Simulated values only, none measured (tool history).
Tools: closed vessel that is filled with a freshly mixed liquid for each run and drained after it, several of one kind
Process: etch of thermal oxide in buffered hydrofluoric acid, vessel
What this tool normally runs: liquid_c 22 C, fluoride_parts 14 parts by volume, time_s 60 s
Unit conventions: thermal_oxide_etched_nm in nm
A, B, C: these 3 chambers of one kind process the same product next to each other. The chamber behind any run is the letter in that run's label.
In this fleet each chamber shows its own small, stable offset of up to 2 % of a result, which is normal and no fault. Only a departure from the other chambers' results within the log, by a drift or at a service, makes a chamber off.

run   hour  liquid_c  fluoride_parts  time_s  hours since the thermometer was replaced  hours since the hydrofluoric acid flow meter was replaced  read-back film thickness of the thermal oxide reference wafer, read on the same gauge (nm)  thermal_oxide_etched_nm
 1B    5.1        22              14      60                                     998.4                                                      196.6                                                                                      150.03                    44.09
 2A   12.7        22              14      60                                    1376.1                                                       1211                                                                                      150.01                   44.374
 3C   18.1        22              14      60                                     779.4                                                      927.2                                                                                         150                   42.974
 4B   26.2        22              14      60                                    1019.5                                                      217.7                                                                                         150                    44.12
 5C   31.9        22              14      60                                     793.2                                                        941                                                                                      149.98                   43.263
 6A   40.6        22              14      60                                      1404                                                     1238.9                                                                                         150                   44.129
 7B   49.3        22              14      60                                    1042.6                                                      240.8                                                                                      150.01                   44.455
 8C   57.2        22              14      60                                     818.5                                                      966.3                                                                                      150.01                   43.354
 9A   64.3        22              14      60                                    1427.7                                                     1262.6                                                                                      150.01                   44.523
10B   73.4        22              14      60                                    1066.7                                                      264.9                                                                                         150                   44.007
11C   78.5        22              18      85                                     839.8                                                      987.6                                                                                      150.04                   48.349
12A   86.9        22              18      85                                    1450.3                                                     1285.2                                                                                      150.02                   48.767
13C   91.9        22              18      85                                     853.2                                                       1001                                                                                      149.98                   47.959
14A   97.2        22              14      60                                    1460.6                                                     1295.5                                                                                      150.01                   43.902
15B  104.4        22              18      60                                    1097.7                                                      295.9                                                                                         150                   34.433
16B  112.8        22              18      60                                    1106.1                                                      304.3                                                                                      150.01                   34.539
17C  118.3        22              18      60                                     879.6                                                     1027.4                                                                                         150                   34.078
18A  124.6        22              14      60                                      1488                                                     1322.9                                                                                         150                   42.997
19A  129.5        22              14      60                                    1492.9                                                     1327.8                                                                                      150.02                   43.316
20B  138.6        22              16      60                                    1131.9                                                      330.1                                                                                      150.01                   38.403
21C  147.6        22              16      60                                     908.9                                                     1056.7                                                                                         150                   37.892
22A  154.5        22              16      60                                    1517.9                                                     1352.8                                                                                      150.02                   37.384
23B  160.6        22              14      60                                    1153.9                                                      352.1                                                                                         150                   44.242
24C  165.8        22              11      95                                     927.1                                                     1074.9                                                                                      150.01                   86.782
25B  173.6        22              11      95                                    1166.9                                                      365.1                                                                                         150                   88.769
26A  179.1        22              11      95                                    1542.5                                                     1377.4                                                                                      149.98                   84.633
27C  184.8        22              14      60                                     946.1                                                     1093.9                                                                                         150                   43.196
28A    189        22              14      60                                    1552.4                                                     1387.3                                                                                      150.01                   41.862
29C  194.4        22              14      60                                     955.7                                                     1103.5                                                                                      149.98                    43.17
30B  202.9        22              14      60                                    1196.2                                                      394.4                                                                                      150.02                   43.798
31A  207.6        22              14      60                                      1571                                                     1405.9                                                                                      150.02                   41.541
32B  214.7        22              14      60                                      1208                                                      406.2                                                                                      149.99                   44.258
33C  221.4        22              14      60                                     982.7                                                     1130.5                                                                                         150                   43.479
34C  227.7        22              14      60                                       989                                                     1136.8                                                                                         150                   43.176

All chambers now run identical settings, listed one chamber a line with results as question marks. What results will each chamber show?
35A  234.4        22              14      75                                                                                                                                                                                                                         ?
35B  234.4        22              14      75                                                                                                                                                                                                                         ?
35C  234.4        22              14      75                                                                                                                                                                                                                         ?

run  thermal_oxide_etched_nm
35A                   51.361
35B                   54.958
35C                   53.841

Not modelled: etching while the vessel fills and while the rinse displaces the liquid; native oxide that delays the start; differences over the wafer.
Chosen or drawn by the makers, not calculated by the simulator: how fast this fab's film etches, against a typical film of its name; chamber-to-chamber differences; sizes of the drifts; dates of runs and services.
